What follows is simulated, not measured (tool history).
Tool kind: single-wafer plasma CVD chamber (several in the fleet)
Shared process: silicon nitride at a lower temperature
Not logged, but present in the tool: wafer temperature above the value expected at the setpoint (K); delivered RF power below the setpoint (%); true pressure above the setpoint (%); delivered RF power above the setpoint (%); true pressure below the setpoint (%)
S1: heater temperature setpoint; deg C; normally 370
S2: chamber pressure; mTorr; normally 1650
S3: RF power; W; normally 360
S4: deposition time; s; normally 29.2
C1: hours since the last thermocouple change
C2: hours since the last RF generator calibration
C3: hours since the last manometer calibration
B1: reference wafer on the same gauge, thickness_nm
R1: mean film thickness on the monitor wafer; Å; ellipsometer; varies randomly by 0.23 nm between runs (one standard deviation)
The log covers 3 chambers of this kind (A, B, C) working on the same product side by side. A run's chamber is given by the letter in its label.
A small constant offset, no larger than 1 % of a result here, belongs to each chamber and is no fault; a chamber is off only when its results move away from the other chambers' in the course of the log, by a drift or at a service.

run	day	S1	S2	S3	S4	C1	C2	C3	B1	R1
# day 0.321: chamber C: thermocouple changed; heater temperature recalibrated
1B	0.633	370	1650	360	29.2	1151.2	1413.9	980.5	38.137	392.66
2A	1.008	370	1650	360	29.2	717.7	715.3	969.6	38.064	382.9
3C	1.488	370	1650	360	29.2	28	1607.2	1027.7	38.125	387.23
4B	1.95	370	1650	360	29.2	1182.8	1445.5	1012.1	38.078	393.5
5C	2.383	370	1650	360	29.2	49.5	1628.7	1049.2	38.153	380.41
6A	2.742	370	1650	360	29.2	759.3	756.9	1011.2	38.125	384.54
7B	3.167	370	1650	360	29.2	1212	1474.7	1041.3	38.088	390.73
8A	3.588	370	1650	360	29.2	779.6	777.2	1031.5	38.188	385.48
9C	4.033	384	1650	360	29.2	89.1	1668.3	1088.8	38.087	382.68
10C	4.388	384	1650	360	29.2	97.6	1676.8	1097.3	38.13	379.82
11B	4.667	384	1650	360	29.2	1248	1510.7	1077.3	38.088	385.31
12A	5.062	370	1650	360	29.2	815	812.6	1066.9	38.126	379.08
13B	5.592	370	1650	360	29.2	1270.2	1532.9	1099.5	38.097	388.97
14A	6.146	370	1650	360	29.2	841	838.6	1092.9	38.125	384.54
15C	6.783	370	1650	360	29.2	155.1	1734.3	1154.8	38.142	384.06
16B	7.154	370	1650	360	29.2	1307.7	1570.4	1137	38.096	393.53
17C	7.583	370	1650	400	32.4	174.3	1753.5	1174	38.121	457.29
18A	7.954	370	1650	400	32.4	884.4	882	1136.3	38.071	457.54
19B	8.5	370	1650	400	32.4	1340	1602.7	1169.3	38.083	459.33
20C	9.004	370	1650	360	29.2	208.4	1787.6	1208.1	38.082	382.86
21A	9.433	370	1650	320	29.2	919.9	917.5	1171.8	38.142	356.7
22C	10.038	370	1650	320	29.2	233.2	1812.4	1232.9	38.138	357.92
23A	10.604	370	1650	320	29.2	948	945.6	1199.9	38.067	355.62
24B	11.154	370	1650	360	29.2	1403.7	1666.4	1233	38.029	388.81
25A	11.729	370	1650	360	29.2	975	972.6	1226.9	38.105	382.23
26C	12.104	370	1650	360	29.2	282.8	1862	1282.5	38.127	384.74
# day 12.158: chamber B: RF generator calibrated
27B	12.621	370	1650	360	29.2	1438.9	11.1	1268.2	38.126	388.38
28C	13.246	370	1650	360	26.9	310.2	1889.4	1309.9	38.1	354.35
29A	13.662	370	1650	360	26.9	1021.4	1019	1273.3	38.108	352.03
30B	13.996	370	1650	360	26.9	1471.9	44.1	1301.2	38.099	358.15
31A	14.442	370	1650	360	29.2	1040.1	1037.7	1292	38.091	386.08
32B	14.975	370	1650	360	29.2	1495.4	67.6	1324.7	38.097	391.81
33C	15.292	380	1650	335	29.2	359.3	1938.5	1359	38.088	366.95
34B	15.746	380	1650	335	29.2	1513.9	86.1	1343.2	38.081	370.52

For the next run the whole fleet of 3 chambers uses the same settings. Give each chamber's results:
35A	16.204	370	1650	360	29.2					?
35B	16.204	370	1650	360	29.2					?
35C	16.204	370	1650	360	29.2					?

run	R1
35A	386.19
35B	388.98
35C	381.61

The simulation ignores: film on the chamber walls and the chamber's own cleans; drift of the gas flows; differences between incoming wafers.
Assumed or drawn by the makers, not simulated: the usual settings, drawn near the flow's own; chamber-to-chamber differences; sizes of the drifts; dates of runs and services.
